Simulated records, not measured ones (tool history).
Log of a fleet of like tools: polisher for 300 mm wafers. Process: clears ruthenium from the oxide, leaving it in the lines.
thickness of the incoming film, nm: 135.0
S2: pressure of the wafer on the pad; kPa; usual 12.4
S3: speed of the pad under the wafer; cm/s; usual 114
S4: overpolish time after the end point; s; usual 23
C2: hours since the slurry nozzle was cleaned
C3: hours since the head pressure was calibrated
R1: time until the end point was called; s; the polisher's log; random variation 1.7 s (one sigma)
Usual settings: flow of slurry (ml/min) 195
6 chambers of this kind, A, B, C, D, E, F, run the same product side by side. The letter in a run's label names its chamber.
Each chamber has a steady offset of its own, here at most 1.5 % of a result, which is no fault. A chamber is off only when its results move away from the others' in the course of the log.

{"run": "1C", "day": 0.396, "flow of slurry (ml/min)": 195, "S2": 12.4, "S3": 114, "S4": 23, "wafers polished on this pad": 1314, "C2": 538.1, "C3": 823.8, "R1": 121.63}
{"run": "2E", "day": 0.621, "flow of slurry (ml/min)": 195, "S2": 12.4, "S3": 114, "S4": 23, "wafers polished on this pad": 239, "C2": 113.4, "C3": 587.7, "R1": 114.49}
{"run": "3F", "day": 0.829, "flow of slurry (ml/min)": 195, "S2": 12.4, "S3": 114, "S4": 23, "wafers polished on this pad": 288, "C2": 349.2, "C3": 629.5, "R1": 116.26}
{"day": 0.925, "done": "chamber C: worn pad replaced by a new one"}
{"run": "4B", "day": 1.212, "flow of slurry (ml/min)": 195, "S2": 12.4, "S3": 114, "S4": 23, "wafers polished on this pad": 288, "C2": 40.9, "C3": 666.4, "R1": 118.74}
{"run": "5D", "day": 1.612, "flow of slurry (ml/min)": 195, "S2": 12.4, "S3": 92, "S4": 23, "wafers polished on this pad": 779, "C2": 822.7, "C3": 65.7, "R1": 142.68}
{"day": 1.633, "done": "chamber D: worn pad replaced by a new one"}
{"run": "6A", "day": 1.988, "flow of slurry (ml/min)": 195, "S2": 12.4, "S3": 92, "S4": 23, "wafers polished on this pad": 819, "C2": 250.6, "C3": 91.7, "R1": 140.57}
{"run": "7E", "day": 2.292, "flow of slurry (ml/min)": 195, "S2": 12.4, "S3": 92, "S4": 23, "wafers polished on this pad": 592, "C2": 153.5, "C3": 627.8, "R1": 145.9}
{"run": "8C", "day": 2.567, "flow of slurry (ml/min)": 195, "S2": 12.4, "S3": 92, "S4": 23, "wafers polished on this pad": 347, "C2": 590.2, "C3": 875.9, "R1": 146.55}
{"run": "9A", "day": 2.775, "flow of slurry (ml/min)": 195, "S2": 12.4, "S3": 92, "S4": 23, "wafers polished on this pad": 985, "C2": 269.5, "C3": 110.6, "R1": 138.96}
{"run": "10D", "day": 3.171, "flow of slurry (ml/min)": 195, "S2": 12.4, "S3": 92, "S4": 23, "wafers polished on this pad": 324, "C2": 860.1, "C3": 103.1, "R1": 146.7}
{"run": "11B", "day": 3.354, "flow of slurry (ml/min)": 195, "S2": 12.4, "S3": 114, "S4": 23, "wafers polished on this pad": 740, "C2": 92.3, "C3": 717.8, "R1": 116.66}
{"day": 3.471, "done": "chamber D: slurry nozzle cleaned"}
{"day": 3.496, "done": "chamber E: head pressure recalibrated"}
{"run": "12F", "day": 3.592, "flow of slurry (ml/min)": 195, "S2": 12.4, "S3": 114, "S4": 23, "wafers polished on this pad": 872, "C2": 415.5, "C3": 695.8, "R1": 114.62}
{"run": "13B", "day": 3.812, "flow of slurry (ml/min)": 195, "S2": 10.3, "S3": 96, "S4": 23, "wafers polished on this pad": 837, "C2": 103.3, "C3": 728.8, "R1": 163.77}
{"day": 4.062, "done": "chamber B: worn pad replaced by a new one"}
{"run": "14E", "day": 4.083, "flow of slurry (ml/min)": 195, "S2": 10.3, "S3": 96, "S4": 23, "wafers polished on this pad": 970, "C2": 196.5, "C3": 14.2, "R1": 163.56}
{"run": "15A", "day": 4.317, "flow of slurry (ml/min)": 195, "S2": 10.3, "S3": 96, "S4": 23, "wafers polished on this pad": 1311, "C2": 306.5, "C3": 147.6, "R1": 168.39}
{"day": 4.512, "done": "chamber F: worn pad replaced by a new one"}
{"run": "16C", "day": 4.667, "flow of slurry (ml/min)": 195, "S2": 10.3, "S3": 96, "S4": 23, "wafers polished on this pad": 790, "C2": 640.6, "C3": 926.3, "R1": 167.19}
{"run": "17D", "day": 4.892, "flow of slurry (ml/min)": 195, "S2": 10.3, "S3": 96, "S4": 23, "wafers polished on this pad": 688, "C2": 34.2, "C3": 144.4, "R1": 165.96}
{"run": "18F", "day": 5.212, "flow of slurry (ml/min)": 195, "S2": 10.3, "S3": 96, "S4": 23, "wafers polished on this pad": 148, "C2": 454.4, "C3": 734.7, "R1": 160.48}
{"day": 5.388, "done": "chamber D: worn pad replaced by a new one"}
{"day": 5.421, "done": "chamber E: worn pad replaced by a new one"}
{"run": "19E", "day": 5.571, "flow of slurry (ml/min)": 195, "S2": 12.4, "S3": 114, "S4": 23, "wafers polished on this pad": 32, "C2": 232.2, "C3": 49.9, "R1": 112.73}
{"run": "20F", "day": 5.788, "flow of slurry (ml/min)": 195, "S2": 12.4, "S3": 114, "S4": 23, "wafers polished on this pad": 269, "C2": 468.2, "C3": 748.5, "R1": 114.73}
{"day": 5.958, "done": "chamber F: head pressure recalibrated"}
{"run": "21B", "day": 5.992, "flow of slurry (ml/min)": 195, "S2": 12.4, "S3": 114, "S4": 23, "wafers polished on this pad": 408, "C2": 155.6, "C3": 781.1, "R1": 117.05}
{"run": "22D", "day": 6.354, "flow of slurry (ml/min)": 195, "S2": 12.4, "S3": 114, "S4": 23, "wafers polished on this pad": 204, "C2": 69.3, "C3": 179.5, "R1": 118.27}
{"run": "23A", "day": 6.608, "flow of slurry (ml/min)": 195, "S2": 12.4, "S3": 98, "S4": 23, "wafers polished on this pad": 1795, "C2": 361.5, "C3": 202.6, "R1": 139.44}
{"run": "24C", "day": 6.933, "flow of slurry (ml/min)": 195, "S2": 12.4, "S3": 98, "S4": 23, "wafers polished on this pad": 1269, "C2": 695.0, "C3": 980.7, "R1": 135.51}
{"run": "25E", "day": 7.138, "flow of slurry (ml/min)": 195, "S2": 12.4, "S3": 98, "S4": 23, "wafers polished on this pad": 363, "C2": 269.8, "C3": 87.5, "R1": 132.66}
{"run": "26C", "day": 7.442, "flow of slurry (ml/min)": 195, "S2": 12.4, "S3": 98, "S4": 23, "wafers polished on this pad": 1376, "C2": 707.2, "C3": 992.9, "R1": 137.48}
{"run": "27F", "day": 7.675, "flow of slurry (ml/min)": 195, "S2": 12.4, "S3": 98, "S4": 23, "wafers polished on this pad": 668, "C2": 513.5, "C3": 41.2, "R1": 135.28}
{"day": 7.812, "done": "chamber B: worn pad replaced by a new one"}
{"run": "28D", "day": 7.95, "flow of slurry (ml/min)": 195, "S2": 12.4, "S3": 98, "S4": 23, "wafers polished on this pad": 541, "C2": 107.6, "C3": 217.8, "R1": 133.03}
{"run": "29A", "day": 8.321, "flow of slurry (ml/min)": 195, "S2": 12.4, "S3": 114, "S4": 23, "wafers polished on this pad": 2156, "C2": 402.6, "C3": 243.7, "R1": 119.15}
{"run": "30B", "day": 8.504, "flow of slurry (ml/min)": 195, "S2": 12.4, "S3": 114, "S4": 23, "wafers polished on this pad": 146, "C2": 215.9, "C3": 841.4, "R1": 116.94}
{"day": 8.65, "done": "chamber C: worn pad replaced by a new one"}
{"day": 8.767, "done": "chamber A: slurry nozzle cleaned"}
{"run": "31D", "day": 8.921, "flow of slurry (ml/min)": 195, "S2": 12.4, "S3": 114, "S4": 23, "wafers polished on this pad": 746, "C2": 130.9, "C3": 241.1, "R1": 117.01}
{"day": 8.954, "done": "chamber D: worn pad replaced by a new one"}
{"run": "32A", "day": 9.288, "flow of slurry (ml/min)": 195, "S2": 12.4, "S3": 114, "S4": 23, "wafers polished on this pad": 2360, "C2": 12.6, "C3": 266.9, "R1": 122.23}
{"run": "33E", "day": 9.604, "flow of slurry (ml/min)": 195, "S2": 12.4, "S3": 114, "S4": 23, "wafers polished on this pad": 883, "C2": 329.0, "C3": 146.7, "R1": 115.74}
{"day": 9.8, "done": "chamber F: worn pad replaced by a new one"}
{"run": "34C", "day": 9.983, "flow of slurry (ml/min)": 195, "S2": 12.4, "S3": 114, "S4": 23, "wafers polished on this pad": 282, "C2": 768.2, "C3": 1053.9, "R1": 116.11}
{"run": "35F", "day": 10.275, "flow of slurry (ml/min)": 195, "S2": 11.0, "S3": 78, "S4": 23, "wafers polished on this pad": 100, "C2": 575.9, "C3": 103.6, "R1": 188.12}
{"run": "36B", "day": 10.638, "flow of slurry (ml/min)": 195, "S2": 11.0, "S3": 78, "S4": 23, "wafers polished on this pad": 596, "C2": 267.1, "C3": 892.6, "R1": 194.86}
{"day": 10.692, "done": "chamber C: slurry nozzle cleaned"}
{"day": 10.7, "done": "chamber E: slurry nozzle cleaned"}
{"run": "37D", "day": 10.962, "flow of slurry (ml/min)": 195, "S2": 11.0, "S3": 78, "S4": 23, "wafers polished on this pad": 424, "C2": 179.9, "C3": 290.1, "R1": 192.8}
{"run": "38E", "day": 11.342, "flow of slurry (ml/min)": 195, "S2": 11.0, "S3": 78, "S4": 23, "wafers polished on this pad": 1250, "C2": 15.4, "C3": 188.4, "R1": 183.81}
{"run": "39F", "day": 11.658, "flow of slurry (ml/min)": 195, "S2": 11.0, "S3": 78, "S4": 23, "wafers polished on this pad": 392, "C2": 609.1, "C3": 136.8, "R1": 189.66}
{"run": "40A", "day": 11.979, "flow of slurry (ml/min)": 195, "S2": 11.0, "S3": 78, "S4": 23, "wafers polished on this pad": 2928, "C2": 77.2, "C3": 331.5, "R1": 211.75}
{"run": "41C", "day": 12.383, "flow of slurry (ml/min)": 195, "S2": 12.4, "S3": 114, "S4": 23, "wafers polished on this pad": 788, "C2": 40.7, "C3": 1111.5, "R1": 118.87}

Next, every chamber runs the same settings. What will each give?
{"run": "42A", "day": 12.688, "flow of slurry (ml/min)": 195, "S2": 12.4, "S3": 114, "S4": 30, "R1": "?"}
{"run": "42B", "day": 12.688, "flow of slurry (ml/min)": 195, "S2": 12.4, "S3": 114, "S4": 30, "R1": "?"}
{"run": "42C", "day": 12.688, "flow of slurry (ml/min)": 195, "S2": 12.4, "S3": 114, "S4": 30, "R1": "?"}
{"run": "42D", "day": 12.688, "flow of slurry (ml/min)": 195, "S2": 12.4, "S3": 114, "S4": 30, "R1": "?"}
{"run": "42E", "day": 12.688, "flow of slurry (ml/min)": 195, "S2": 12.4, "S3": 114, "S4": 30, "R1": "?"}
{"run": "42F", "day": 12.688, "flow of slurry (ml/min)": 195, "S2": 12.4, "S3": 114, "S4": 30, "R1": "?"}

run=42A R1=123.58
run=42B R1=113.10
run=42C R1=119.47
run=42D R1=112.99
run=42E R1=114.59
run=42F R1=118.79
